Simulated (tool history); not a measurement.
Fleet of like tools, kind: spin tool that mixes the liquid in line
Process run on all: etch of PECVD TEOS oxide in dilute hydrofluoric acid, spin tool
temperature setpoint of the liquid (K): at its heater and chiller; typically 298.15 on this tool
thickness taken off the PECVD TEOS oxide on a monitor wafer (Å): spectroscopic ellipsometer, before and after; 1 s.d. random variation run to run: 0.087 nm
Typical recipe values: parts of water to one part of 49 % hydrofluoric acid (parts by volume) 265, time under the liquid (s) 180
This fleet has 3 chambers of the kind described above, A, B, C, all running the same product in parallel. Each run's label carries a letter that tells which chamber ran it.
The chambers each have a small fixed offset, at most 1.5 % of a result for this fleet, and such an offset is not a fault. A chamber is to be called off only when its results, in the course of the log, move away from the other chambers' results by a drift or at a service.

run,day,temperature setpoint of the liquid (K),parts of water to one part of 49 % hydrofluoric acid (parts by volume),time under the liquid (s),"read-back film thickness of the PECVD TEOS oxide reference wafer, read on the same gauge (nm)",thickness taken off the PECVD TEOS oxide on a monitor wafer (Å)
1C,0.221,298.15,265,180,30.006,138.870
2A,0.379,298.15,265,180,30.019,135.570
3B,0.650,298.15,265,180,29.984,134.980
4C,0.933,298.15,265,180,29.957,138.590
5B,1.183,298.15,265,180,29.996,136.350
# day 1.242: chamber B: hydrofluoric acid flow meter replaced
6A,1.450,298.15,265,180,30.042,138.220
7A,1.667,298.15,265,180,29.992,137.240
8C,1.833,298.15,265,180,30.002,136.030
9B,2.117,298.15,265,180,30.028,135.190
10C,2.312,298.15,265,180,30.022,137.730
# day 2.583: chamber A: hydrofluoric acid flow meter replaced
11B,2.604,298.15,265,180,30.000,135.110
12A,2.833,298.15,265,180,29.983,135.800
13A,3.021,298.15,265,180,29.991,137.170
14C,3.175,298.15,265,180,30.004,137.090
15B,3.404,298.15,265,180,29.997,134.940
16C,3.621,298.15,265,180,29.975,138.230
17B,3.946,298.15,265,180,30.021,136.320
18A,4.254,298.15,265,180,29.997,135.490
19B,4.496,298.15,265,180,30.001,134.680
20A,4.700,298.15,265,180,30.041,136.850
21C,4.954,298.15,265,180,30.021,136.120
22A,5.246,298.15,265,180,30.007,138.050
23B,5.500,298.15,265,180,30.010,134.180
24C,5.825,300.65,265,280,30.000,232.770
25A,6.062,300.65,265,280,30.037,230.810
26C,6.229,300.65,265,280,29.975,235.630
27B,6.521,298.15,265,180,29.980,135.400
28C,6.688,298.15,265,180,30.017,136.570
29B,7.012,298.15,265,180,30.024,134.480
30A,7.217,298.15,265,180,29.994,137.330
31C,7.379,298.15,265,85,29.990,65.670
32B,7.575,298.15,265,85,29.977,64.095
33A,7.908,298.15,265,85,29.982,64.691
34B,8.133,298.15,265,180,29.946,134.570

Which is it: a chamber that has drifted or been left off by a service, a gauge drift common to all chambers, or only each chamber's usual small offset? If a chamber is off, name it and its likeliest cause.

No chamber stands off beyond its own small offset, and the gauge holds steady.
